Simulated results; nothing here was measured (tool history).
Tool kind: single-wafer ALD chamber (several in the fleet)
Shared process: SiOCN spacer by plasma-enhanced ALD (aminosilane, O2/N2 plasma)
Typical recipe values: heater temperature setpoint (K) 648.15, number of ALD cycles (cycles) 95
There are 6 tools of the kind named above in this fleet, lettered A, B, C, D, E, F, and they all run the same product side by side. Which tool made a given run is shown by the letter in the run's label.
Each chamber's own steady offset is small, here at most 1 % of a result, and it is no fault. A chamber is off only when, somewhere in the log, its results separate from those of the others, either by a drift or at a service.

| run | hour | heater temperature setpoint (K) | number of ALD cycles (cycles) | hours since the last thermocouple change | read-back reference wafer on the same gauge, thickness_nm | mean film thickness on the monitor wafer (nm) |
|---|---|---|---|---|---|---|
| 1F | 4.8 | 648.15 | 95 | 944.0 | 6.8218 | 5.6942 |
| 2C | 10.5 | 648.15 | 95 | 624.2 | 6.8167 | 5.7158 |
| 3A | 15.6 | 648.15 | 95 | 1267.9 | 6.8245 | 5.7658 |
| 4B | 19.2 | 648.15 | 95 | 99.5 | 6.8217 | 5.6934 |
| 5E | 27.0 | 648.15 | 95 | 933.8 | 6.8207 | 5.7505 |
| 6D | 32.1 | 648.15 | 95 | 2691.4 | 6.8204 | 5.7693 |
| 7B | 37.4 | 648.15 | 95 | 117.7 | 6.8164 | 5.7117 |
| 8F | 41.1 | 648.15 | 95 | 980.3 | 6.8206 | 5.6906 |
| 9E | 48.7 | 634.15 | 81 | 955.5 | 6.8204 | 4.8961 |
| 10A | 56.7 | 634.15 | 81 | 1309.0 | 6.8171 | 4.8952 |
| 11D | 63.8 | 634.15 | 81 | 2723.1 | 6.8197 | 4.9230 |
| 12C | 71.8 | 634.15 | 81 | 685.5 | 6.8193 | 4.8599 |
| 13D | 76.4 | 634.15 | 81 | 2735.7 | 6.8194 | 4.9161 |
| 14C | 80.5 | 634.15 | 81 | 694.2 | 6.8243 | 4.8373 |
| 15F | 84.0 | 648.15 | 95 | 1023.2 | 6.8194 | 5.6860 |
| 16E | 90.2 | 648.15 | 95 | 997.0 | 6.8167 | 5.7724 |
| 17B | 95.2 | 648.15 | 95 | 175.5 | 6.8205 | 5.6902 |
| 18A | 99.6 | 648.15 | 95 | 1351.9 | 6.8198 | 5.7453 |
| 19E | 104.1 | 648.15 | 95 | 1010.9 | 6.8239 | 5.7408 |
| 20A | 107.6 | 648.15 | 83 | 1359.9 | 6.8215 | 5.0212 |
| 21C | 115.1 | 648.15 | 83 | 728.8 | 6.8203 | 4.9970 |
| 22F | 121.3 | 648.15 | 83 | 1060.5 | 6.8187 | 4.9967 |
| 23D | 126.1 | 648.15 | 83 | 2785.4 | 6.8195 | 5.0140 |
| 24B | 130.2 | 648.15 | 83 | 210.5 | 6.8203 | 4.9964 |
| 25B | 137.3 | 648.15 | 83 | 217.6 | 6.8202 | 4.9850 |
| 26C | 144.1 | 648.15 | 95 | 757.8 | 6.8228 | 5.7002 |
| 27D | 150.6 | 648.15 | 95 | 2809.9 | 6.8161 | 5.7787 |
| 28F | 158.4 | 648.15 | 95 | 1097.6 | 6.8183 | 5.7069 |
| 29E | 163.6 | 641.15 | 102 | 1070.4 | 6.8156 | 6.1330 |
| 30A | 169.4 | 641.15 | 102 | 1421.7 | 6.8236 | 6.1507 |
| 31E | 175.8 | 641.15 | 102 | 1082.6 | 6.8196 | 6.1993 |
| 32B | 179.3 | 641.15 | 102 | 259.6 | 6.8192 | 6.1108 |
| 33D | 185.6 | 641.15 | 102 | 2844.9 | 6.8184 | 6.1796 |
| 34A | 191.8 | 641.15 | 102 | 1444.1 | 6.8190 | 6.1492 |
| 35F | 195.7 | 648.15 | 95 | 1134.9 | 6.8190 | 5.7242 |
| 36C | 202.9 | 648.15 | 95 | 816.6 | 6.8204 | 5.7019 |
| 37E | 210.8 | 648.15 | 95 | 1117.6 | 6.8235 | 5.7400 |
| 38D | 217.4 | 648.15 | 95 | 2876.7 | 6.8210 | 5.7360 |
| 39A | 223.6 | 648.15 | 95 | 1475.9 | 6.8205 | 5.7405 |
| 40B | 230.4 | 648.15 | 95 | 310.7 | 6.8182 | 5.7245 |

Is one chamber out of step, is the gauge drifting, or do the chambers differ by no more than their own small offsets? For an off chamber, give its letter and the likeliest cause.

No chamber stands off beyond its own small offset, and the gauge holds steady.
